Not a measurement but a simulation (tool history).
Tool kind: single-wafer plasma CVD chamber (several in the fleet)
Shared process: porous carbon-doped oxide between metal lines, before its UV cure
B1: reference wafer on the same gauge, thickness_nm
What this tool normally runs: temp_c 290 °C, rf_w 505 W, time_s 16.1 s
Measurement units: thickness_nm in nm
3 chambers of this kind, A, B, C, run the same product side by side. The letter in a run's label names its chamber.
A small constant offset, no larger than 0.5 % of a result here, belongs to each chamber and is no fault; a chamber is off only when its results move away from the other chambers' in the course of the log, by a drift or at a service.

run 1C hour=8.6 | temp_c=290 rf_w=505 time_s=16.1 | B1=102.39 | thickness_nm=94.607
run 2A hour=14.2 | temp_c=290 rf_w=505 time_s=16.1 | B1=102.49 | thickness_nm=95.362
run 3B hour=24.4 | temp_c=290 rf_w=505 time_s=16.1 | B1=102.50 | thickness_nm=94.604
run 4A hour=33.1 | temp_c=290 rf_w=505 time_s=16.1 | B1=102.54 | thickness_nm=95.136
run 5B hour=38.4 | temp_c=290 rf_w=505 time_s=16.1 | B1=102.49 | thickness_nm=94.596
run 6C hour=47.2 | temp_c=290 rf_w=505 time_s=16.1 | B1=102.44 | thickness_nm=94.908
run 7C hour=51.9 | temp_c=290 rf_w=505 time_s=16.1 | B1=102.55 | thickness_nm=94.533
-- hour=56.4 chamber B: RF generator calibrated
run 8A hour=60.4 | temp_c=290 rf_w=505 time_s=16.1 | B1=102.46 | thickness_nm=95.060
run 9B hour=68.7 | temp_c=290 rf_w=505 time_s=16.1 | B1=102.54 | thickness_nm=94.732
run 10A hour=76.0 | temp_c=290 rf_w=505 time_s=16.1 | B1=102.52 | thickness_nm=95.532
run 11C hour=84.0 | temp_c=290 rf_w=505 time_s=16.1 | B1=102.52 | thickness_nm=94.849
run 12B hour=94.3 | temp_c=290 rf_w=505 time_s=16.1 | B1=102.58 | thickness_nm=94.560
run 13A hour=102.4 | temp_c=290 rf_w=505 time_s=16.1 | B1=102.45 | thickness_nm=95.206
run 14B hour=112.3 | temp_c=290 rf_w=505 time_s=16.1 | B1=102.52 | thickness_nm=94.098
run 15C hour=120.8 | temp_c=275 rf_w=605 time_s=16.1 | B1=102.54 | thickness_nm=117.370
run 16C hour=128.9 | temp_c=275 rf_w=605 time_s=16.1 | B1=102.49 | thickness_nm=117.620
run 17B hour=134.1 | temp_c=275 rf_w=605 time_s=16.1 | B1=102.41 | thickness_nm=115.910
run 18A hour=138.8 | temp_c=290 rf_w=505 time_s=16.1 | B1=102.44 | thickness_nm=95.308
run 19B hour=144.7 | temp_c=290 rf_w=505 time_s=16.1 | B1=102.49 | thickness_nm=93.769
run 20C hour=151.0 | temp_c=290 rf_w=505 time_s=16.1 | B1=102.47 | thickness_nm=94.548
run 21A hour=155.4 | temp_c=290 rf_w=505 time_s=16.1 | B1=102.48 | thickness_nm=94.878
run 22A hour=162.3 | temp_c=290 rf_w=505 time_s=16.1 | B1=102.53 | thickness_nm=95.314
run 23C hour=166.9 | temp_c=290 rf_w=505 time_s=16.1 | B1=102.46 | thickness_nm=94.955
run 24B hour=176.4 | temp_c=290 rf_w=505 time_s=16.1 | B1=102.47 | thickness_nm=94.104
run 25B hour=185.2 | temp_c=290 rf_w=505 time_s=16.1 | B1=102.46 | thickness_nm=94.010
run 26A hour=193.9 | temp_c=290 rf_w=505 time_s=16.1 | B1=102.51 | thickness_nm=94.917
run 27C hour=200.1 | temp_c=290 rf_w=585 time_s=16.1 | B1=102.56 | thickness_nm=104.430
run 28A hour=209.4 | temp_c=290 rf_w=585 time_s=16.1 | B1=102.47 | thickness_nm=104.670
run 29C hour=218.0 | temp_c=290 rf_w=585 time_s=16.1 | B1=102.47 | thickness_nm=104.200
run 30B hour=227.2 | temp_c=290 rf_w=505 time_s=16.1 | B1=102.51 | thickness_nm=93.288
run 31A hour=236.0 | temp_c=290 rf_w=505 time_s=16.1 | B1=102.50 | thickness_nm=95.460

Which is it: a chamber that has drifted or been left off by a service, a gauge drift common to all chambers, or only each chamber's usual small offset? If a chamber is off, name it and its likeliest cause.

Chamber B drifts away from the others.
Most likely cause: wafer temperature above the value expected at the setpoint (K) = 2.78.

Which of the 4 candidates below, each the usual settings with something changed and its results left as question marks, puts chamber B back in line with what the other chambers give on the usual settings?
In-line tolerance around the mean of the other chambers on the usual settings: thickness_nm 0.850 nm
run 32B-1 hour=243.4 | temp_c=291 rf_w=495 time_s=15.8 | thickness_nm=?
run 32B-2 hour=243.4 | temp_c=287 rf_w=505 time_s=16.1 | thickness_nm=?
run 32B-3 hour=243.4 | temp_c=289 rf_w=515 time_s=16.4 | thickness_nm=?
run 32B-4 hour=243.4 | temp_c=290 rf_w=500 time_s=15.9 | thickness_nm=?

Usual-settings mean across the other chambers: thickness_nm 94.952 nm
run=32B-1 thickness_nm=89.831
run=32B-2 thickness_nm=94.910
run=32B-3 thickness_nm=96.710
run=32B-4 thickness_nm=91.522
With 32B-2, the chamber falls back in line with the rest.
